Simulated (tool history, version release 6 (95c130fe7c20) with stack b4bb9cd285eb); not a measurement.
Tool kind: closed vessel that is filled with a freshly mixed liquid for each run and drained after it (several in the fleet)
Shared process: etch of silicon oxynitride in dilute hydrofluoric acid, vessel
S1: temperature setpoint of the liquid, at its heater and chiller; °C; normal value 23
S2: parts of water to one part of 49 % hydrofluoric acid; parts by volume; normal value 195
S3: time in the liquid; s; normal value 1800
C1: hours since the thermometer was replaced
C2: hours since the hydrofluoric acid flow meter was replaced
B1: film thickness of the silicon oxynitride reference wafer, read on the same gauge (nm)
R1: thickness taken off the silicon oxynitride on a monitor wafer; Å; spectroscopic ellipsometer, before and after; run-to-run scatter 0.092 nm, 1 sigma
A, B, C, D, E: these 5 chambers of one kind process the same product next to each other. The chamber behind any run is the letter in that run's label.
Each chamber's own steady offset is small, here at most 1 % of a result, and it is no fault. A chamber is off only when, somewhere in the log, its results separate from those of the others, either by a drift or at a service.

run 1D hour=7.6 | S1=23 S2=195 S3=1800 | C1=41.0 C2=244.7 | B1=50.006 | R1=118.670
run 2A hour=12.3 | S1=23 S2=195 S3=1800 | C1=1786.2 C2=574.8 | B1=50.014 | R1=118.600
-- hour=17.6 chamber A: hydrofluoric acid flow meter replaced
run 3B hour=21.0 | S1=23 S2=195 S3=1800 | C1=550.1 C2=502.9 | B1=49.963 | R1=116.180
run 4C hour=25.9 | S1=23 S2=195 S3=1800 | C1=675.7 C2=1798.5 | B1=50.035 | R1=117.320
run 5E hour=31.5 | S1=23 S2=195 S3=1800 | C1=1127.0 C2=1346.3 | B1=49.981 | R1=117.790
run 6A hour=39.5 | S1=23 S2=195 S3=1800 | C1=1813.4 C2=22.0 | B1=50.005 | R1=117.480
run 7B hour=44.5 | S1=23 S2=230 S3=2275 | C1=573.6 C2=526.4 | B1=49.981 | R1=123.140
run 8D hour=53.7 | S1=23 S2=230 S3=2275 | C1=87.1 C2=290.8 | B1=50.008 | R1=124.520
run 9E hour=59.2 | S1=23 S2=230 S3=2275 | C1=1154.7 C2=1374.0 | B1=49.978 | R1=122.780
run 10C hour=66.7 | S1=23 S2=230 S3=2275 | C1=716.5 C2=1839.3 | B1=49.960 | R1=121.620
run 11B hour=75.8 | S1=23 S2=230 S3=2275 | C1=604.9 C2=557.7 | B1=49.987 | R1=124.530
-- hour=80.2 chamber C: thermometer replaced
run 12A hour=81.6 | S1=23 S2=195 S3=1800 | C1=1855.5 C2=64.1 | B1=49.979 | R1=118.960
run 13E hour=87.4 | S1=23 S2=195 S3=1800 | C1=1182.9 C2=1402.2 | B1=50.003 | R1=117.540
run 14C hour=93.3 | S1=23 S2=195 S3=1800 | C1=13.1 C2=1865.9 | B1=50.023 | R1=115.780
run 15D hour=100.4 | S1=23 S2=195 S3=1800 | C1=133.8 C2=337.5 | B1=50.010 | R1=118.610
run 16A hour=108.2 | S1=23 S2=195 S3=1800 | C1=1882.1 C2=90.7 | B1=50.032 | R1=119.700
-- hour=113.8 chamber B: hydrofluoric acid flow meter replaced
run 17C hour=114.8 | S1=23 S2=195 S3=1800 | C1=34.6 C2=1887.4 | B1=49.987 | R1=117.270
run 18B hour=122.8 | S1=23 S2=195 S3=1800 | C1=651.9 C2=9.0 | B1=50.056 | R1=121.900
run 19D hour=128.3 | S1=23 S2=240 S3=2320 | C1=161.7 C2=365.4 | B1=50.033 | R1=121.280
run 20E hour=136.6 | S1=23 S2=240 S3=2320 | C1=1232.1 C2=1451.4 | B1=50.028 | R1=120.170
run 21B hour=145.1 | S1=23 S2=240 S3=2320 | C1=674.2 C2=31.3 | B1=49.992 | R1=124.850
run 22D hour=152.7 | S1=23 S2=240 S3=2320 | C1=186.1 C2=389.8 | B1=50.009 | R1=121.530
-- hour=157.0 chamber C: hydrofluoric acid flow meter replaced
run 23C hour=161.4 | S1=23 S2=240 S3=2320 | C1=81.2 C2=4.5 | B1=50.012 | R1=119.690
run 24E hour=166.2 | S1=23 S2=195 S3=1800 | C1=1261.7 C2=1481.0 | B1=50.001 | R1=119.250
run 25A hour=171.8 | S1=23 S2=195 S3=1800 | C1=1945.7 C2=154.3 | B1=50.007 | R1=116.910
run 26B hour=178.4 | S1=23 S2=195 S3=1800 | C1=707.5 C2=64.6 | B1=50.002 | R1=123.430
run 27E hour=188.6 | S1=23 S2=195 S3=1800 | C1=1284.1 C2=1503.4 | B1=50.036 | R1=118.750
run 28C hour=195.0 | S1=23 S2=195 S3=1800 | C1=114.8 C2=38.1 | B1=50.019 | R1=115.710
-- hour=197.4 chamber D: hydrofluoric acid flow meter replaced
run 29A hour=202.5 | S1=23 S2=195 S3=1800 | C1=1976.4 C2=185.0 | B1=49.991 | R1=118.180
run 30D hour=208.0 | S1=23 S2=195 S3=1800 | C1=241.4 C2=10.7 | B1=49.987 | R1=118.730
run 31C hour=213.7 | S1=23 S2=195 S3=1800 | C1=133.5 C2=56.8 | B1=49.976 | R1=116.970
run 32E hour=223.9 | S1=23 S2=195 S3=1800 | C1=1319.4 C2=1538.7 | B1=50.012 | R1=117.080
-- hour=228.3 chamber E: thermometer replaced
run 33B hour=233.6 | S1=23 S2=195 S3=1800 | C1=762.7 C2=119.8 | B1=49.992 | R1=125.010
run 34A hour=242.4 | S1=23 S2=195 S3=1800 | C1=2016.3 C2=224.9 | B1=50.026 | R1=116.790
run 35D hour=251.5 | S1=23 S2=150 S3=1800 | C1=284.9 C2=54.2 | B1=50.020 | R1=159.180
run 36D hour=256.9 | S1=23 S2=150 S3=1800 | C1=290.3 C2=59.6 | B1=50.028 | R1=162.460
run 37A hour=265.4 | S1=23 S2=150 S3=1800 | C1=2039.3 C2=247.9 | B1=50.004 | R1=157.710
run 38E hour=272.3 | S1=23 S2=150 S3=1800 | C1=44.1 C2=1587.1 | B1=50.029 | R1=158.730

Each of the 5 chambers runs these same settings next. Fill in every chamber's results:
run 39A hour=279.7 | S1=23 S2=235 S3=1800 | R1=?
run 39B hour=279.7 | S1=23 S2=235 S3=1800 | R1=?
run 39C hour=279.7 | S1=23 S2=235 S3=1800 | R1=?
run 39D hour=279.7 | S1=23 S2=235 S3=1800 | R1=?
run 39E hour=279.7 | S1=23 S2=235 S3=1800 | R1=?

run=39A R1=94.547
run=39B R1=102.220
run=39C R1=94.053
run=39D R1=96.628
run=39E R1=94.428
